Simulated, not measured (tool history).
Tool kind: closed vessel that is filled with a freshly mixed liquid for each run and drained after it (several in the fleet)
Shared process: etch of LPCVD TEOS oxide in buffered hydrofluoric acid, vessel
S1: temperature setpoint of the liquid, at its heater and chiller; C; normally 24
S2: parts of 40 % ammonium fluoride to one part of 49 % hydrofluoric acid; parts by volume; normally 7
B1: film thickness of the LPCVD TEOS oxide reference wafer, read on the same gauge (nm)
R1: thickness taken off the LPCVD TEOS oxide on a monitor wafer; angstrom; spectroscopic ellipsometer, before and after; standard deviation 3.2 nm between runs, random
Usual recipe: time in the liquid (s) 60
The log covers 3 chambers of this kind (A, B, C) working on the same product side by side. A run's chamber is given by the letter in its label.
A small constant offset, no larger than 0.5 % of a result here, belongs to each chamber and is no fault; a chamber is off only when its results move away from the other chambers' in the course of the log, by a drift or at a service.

Run 1B, hour 6.6: usual settings; B1 30.009. Result: R1 3390.8 angstrom.
Run 2A, hour 10.7: usual settings; B1 30.007. Result: R1 3304.1 angstrom.
Run 3C, hour 16.4: usual settings; B1 29.996. Result: R1 3307.2 angstrom.
Run 4A, hour 20.8: usual settings; B1 29.981. Result: R1 3319.4 angstrom.
Run 5C, hour 26.3: usual settings; B1 30.015. Result: R1 3321.1 angstrom.
Run 6B, hour 30.8: usual settings but time in the liquid (s) 30; B1 30.002. Result: R1 1642.9 angstrom.
Run 7A, hour 37.8: usual settings but time in the liquid (s) 30; B1 29.993. Result: R1 1654.8 angstrom.
Run 8C, hour 41.0: usual settings but time in the liquid (s) 30; B1 30.015. Result: R1 1682.5 angstrom.
Run 9B, hour 45.8: usual settings; B1 29.992. Result: R1 3316.2 angstrom.
Run 10C, hour 51.4: usual settings; B1 30.010. Result: R1 3316.2 angstrom.
Run 11B, hour 57.6: usual settings; B1 30.009. Result: R1 3363.6 angstrom.
Run 12A, hour 61.7: usual settings; B1 30.006. Result: R1 3254.2 angstrom.
Run 13A, hour 68.2: usual settings; B1 30.004. Result: R1 3273.8 angstrom.
At hour 69.3: chamber C: hydrofluoric acid flow meter replaced.
Run 14C, hour 74.1: usual settings; B1 30.021. Result: R1 3307.1 angstrom.
Run 15B, hour 78.4: usual settings; B1 30.023. Result: R1 3309.1 angstrom.
Run 16A, hour 84.0: usual settings; B1 29.987. Result: R1 3242.7 angstrom.
Run 17C, hour 88.7: usual settings; B1 30.013. Result: R1 3309.9 angstrom.
At hour 88.8: chamber A: hydrofluoric acid flow meter replaced.
Run 18B, hour 95.0: usual settings; B1 29.998. Result: R1 3309.2 angstrom.
Run 19A, hour 99.8: usual settings; B1 29.993. Result: R1 3231.6 angstrom.
Run 20C, hour 105.4: usual settings; B1 29.984. Result: R1 3313.4 angstrom.
Run 21B, hour 108.6: usual settings; B1 30.021. Result: R1 3356.2 angstrom.
Run 22A, hour 113.4: usual settings; B1 29.990. Result: R1 3159.4 angstrom.
Run 23C, hour 120.5: usual settings but S1 21 C; B1 29.997. Result: R1 2826.8 angstrom.
Run 24B, hour 124.9: usual settings but S1 21 C; B1 29.993. Result: R1 2862.9 angstrom.
Run 25C, hour 129.8: usual settings but S1 21 C; B1 29.993. Result: R1 2854.9 angstrom.
Run 26B, hour 133.0: usual settings; B1 30.008. Result: R1 3355.7 angstrom.
Run 27A, hour 139.9: usual settings; B1 30.013. Result: R1 3095.1 angstrom.
Run 28C, hour 144.7: usual settings but S2 10 parts by volume, time in the liquid (s) 30; B1 29.979. Result: R1 1196.5 angstrom.
Run 29A, hour 151.6: usual settings but S2 10 parts by volume, time in the liquid (s) 30; B1 30.005. Result: R1 1108.0 angstrom.
Run 30B, hour 158.5: usual settings but S2 10 parts by volume, time in the liquid (s) 30; B1 29.989. Result: R1 1196.1 angstrom.
Run 31B, hour 161.7: usual settings; B1 30.032. Result: R1 3400.6 angstrom.
Run 32C, hour 167.3: usual settings; B1 30.027. Result: R1 3328.7 angstrom.
Run 33A, hour 171.1: usual settings; B1 29.980. Result: R1 3078.2 angstrom.
Run 34B, hour 176.5: usual settings; B1 30.010. Result: R1 3379.3 angstrom.
Run 35A, hour 179.8: usual settings; B1 30.003. Result: R1 3051.3 angstrom.
Run 36C, hour 186.6: usual settings; B1 29.991. Result: R1 3350.6 angstrom.
Run 37A, hour 191.7: usual settings; B1 30.008. Result: R1 3109.9 angstrom.
Run 38B, hour 196.1: usual settings; B1 30.033. Result: R1 3351.7 angstrom.
Run 39C, hour 200.7: usual settings; B1 30.003. Result: R1 3306.7 angstrom.
Run 40B, hour 206.2: usual settings but time in the liquid (s) 45; B1 29.993. Result: R1 2518.9 angstrom.
Run 41C, hour 212.0: usual settings but time in the liquid (s) 45; B1 29.997. Result: R1 2471.3 angstrom.
Run 42A, hour 216.9: usual settings but time in the liquid (s) 45; B1 30.018. Result: R1 2314.8 angstrom.

Next, all 3 chambers run the settings below, one line each with question marks for the results. What does each chamber give?
Run 43A, hour 222.0: usual settings but S2 6 parts by volume. Result: R1 ?.
Run 43B, hour 222.0: usual settings but S2 6 parts by volume. Result: R1 ?.
Run 43C, hour 222.0: usual settings but S2 6 parts by volume. Result: R1 ?.

run      R1
43A  3448.0
43B  3870.8
43C  3746.2
